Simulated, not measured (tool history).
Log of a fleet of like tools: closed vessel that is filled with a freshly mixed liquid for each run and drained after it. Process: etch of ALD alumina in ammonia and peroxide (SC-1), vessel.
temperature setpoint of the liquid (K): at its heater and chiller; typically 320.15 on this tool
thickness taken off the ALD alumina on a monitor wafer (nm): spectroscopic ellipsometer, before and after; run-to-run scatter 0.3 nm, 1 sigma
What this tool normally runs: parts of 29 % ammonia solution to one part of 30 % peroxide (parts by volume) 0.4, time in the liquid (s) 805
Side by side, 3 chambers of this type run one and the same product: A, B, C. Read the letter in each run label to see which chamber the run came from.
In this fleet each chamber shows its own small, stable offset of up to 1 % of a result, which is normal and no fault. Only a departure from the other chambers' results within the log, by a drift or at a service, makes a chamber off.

| run | hour | temperature setpoint of the liquid (K) | parts of 29 % ammonia solution to one part of 30 % peroxide (parts by volume) | time in the liquid (s) | read-back film thickness of the ALD alumina reference wafer, read on the same gauge (nm) | thickness taken off the ALD alumina on a monitor wafer (nm) |
|---|---|---|---|---|---|---|
| 1A | 3.2 | 320.15 | 0.4 | 805 | 40.007 | 40.464 |
| 2C | 7 | 320.15 | 0.4 | 805 | 39.998 | 40.241 |
|  | 9 | chamber C: ammonia flow meter replaced |
| 3B | 11.6 | 320.15 | 0.4 | 805 | 40.005 | 40.482 |
| 4B | 14.3 | 320.15 | 0.4 | 805 | 39.976 | 39.991 |
| 5C | 18.7 | 320.15 | 0.4 | 805 | 40.001 | 40.117 |
| 6A | 23.4 | 320.15 | 0.4 | 805 | 39.999 | 39.768 |
| 7C | 28.6 | 320.15 | 0.4 | 805 | 40.009 | 39.953 |
| 8B | 33.4 | 320.15 | 0.35 | 995 | 39.988 | 49.053 |
| 9A | 35.9 | 320.15 | 0.35 | 995 | 40.004 | 48.385 |
| 10C | 39.5 | 320.15 | 0.35 | 995 | 40.009 | 49.118 |
| 11A | 43.7 | 320.15 | 0.4 | 805 | 39.985 | 39.346 |
| 12B | 48 | 320.15 | 0.4 | 805 | 40.002 | 40.1 |
| 13A | 52.9 | 320.15 | 0.4 | 805 | 40.019 | 39.139 |
| 14C | 56.1 | 320.15 | 0.4 | 805 | 40.016 | 39.868 |
| 15B | 59.4 | 320.15 | 0.4 | 805 | 40.007 | 39.988 |
| 16C | 64.5 | 320.15 | 0.55 | 460 | 39.969 | 23.355 |
| 17A | 69.2 | 320.15 | 0.55 | 460 | 40.016 | 22.924 |
| 18B | 74.3 | 320.15 | 0.55 | 460 | 39.99 | 23.626 |
| 19A | 78.7 | 320.15 | 0.4 | 805 | 39.986 | 38.185 |
| 20B | 82.8 | 320.15 | 0.4 | 805 | 40.013 | 40.96 |
| 21C | 87.5 | 320.15 | 0.4 | 805 | 39.995 | 39.746 |
| 22A | 90.7 | 320.15 | 0.4 | 805 | 39.988 | 37.801 |
|  | 92.4 | chamber B: thermometer replaced |
| 23B | 94.2 | 320.15 | 0.55 | 1120 | 39.978 | 57.606 |
| 24C | 98.5 | 320.15 | 0.55 | 1120 | 39.996 | 56.849 |
| 25C | 103.6 | 320.15 | 0.55 | 1120 | 40.018 | 57.174 |
| 26B | 108.6 | 320.15 | 0.4 | 805 | 40.011 | 40.083 |
| 27A | 111.1 | 320.15 | 0.4 | 805 | 39.977 | 36.562 |
| 28A | 113.7 | 320.15 | 0.4 | 805 | 40.015 | 37.213 |
| 29B | 118.3 | 320.15 | 0.4 | 805 | 40.045 | 39.742 |
| 30C | 120.7 | 320.15 | 0.4 | 805 | 39.975 | 39.6 |
| 31C | 124.3 | 320.15 | 0.4 | 805 | 40 | 39.956 |
| 32A | 127.1 | 320.15 | 0.4 | 805 | 39.971 | 36.046 |
| 33B | 131 | 323.15 | 0.4 | 805 | 39.987 | 47.887 |
| 34B | 133.3 | 323.15 | 0.4 | 805 | 39.99 | 47.924 |

The same settings go to every chamber for the next run, one line per chamber below. Forecast the results for each:
| 35A | 137.1 | 320.15 | 0.4 | 805 |  | ? |
| 35B | 137.1 | 320.15 | 0.4 | 805 |  | ? |
| 35C | 137.1 | 320.15 | 0.4 | 805 |  | ? |

| run | thickness taken off the ALD alumina on a monitor wafer (nm) |
|---|---|
| 35A | 36.496 |
| 35B | 40.718 |
| 35C | 40.24 |

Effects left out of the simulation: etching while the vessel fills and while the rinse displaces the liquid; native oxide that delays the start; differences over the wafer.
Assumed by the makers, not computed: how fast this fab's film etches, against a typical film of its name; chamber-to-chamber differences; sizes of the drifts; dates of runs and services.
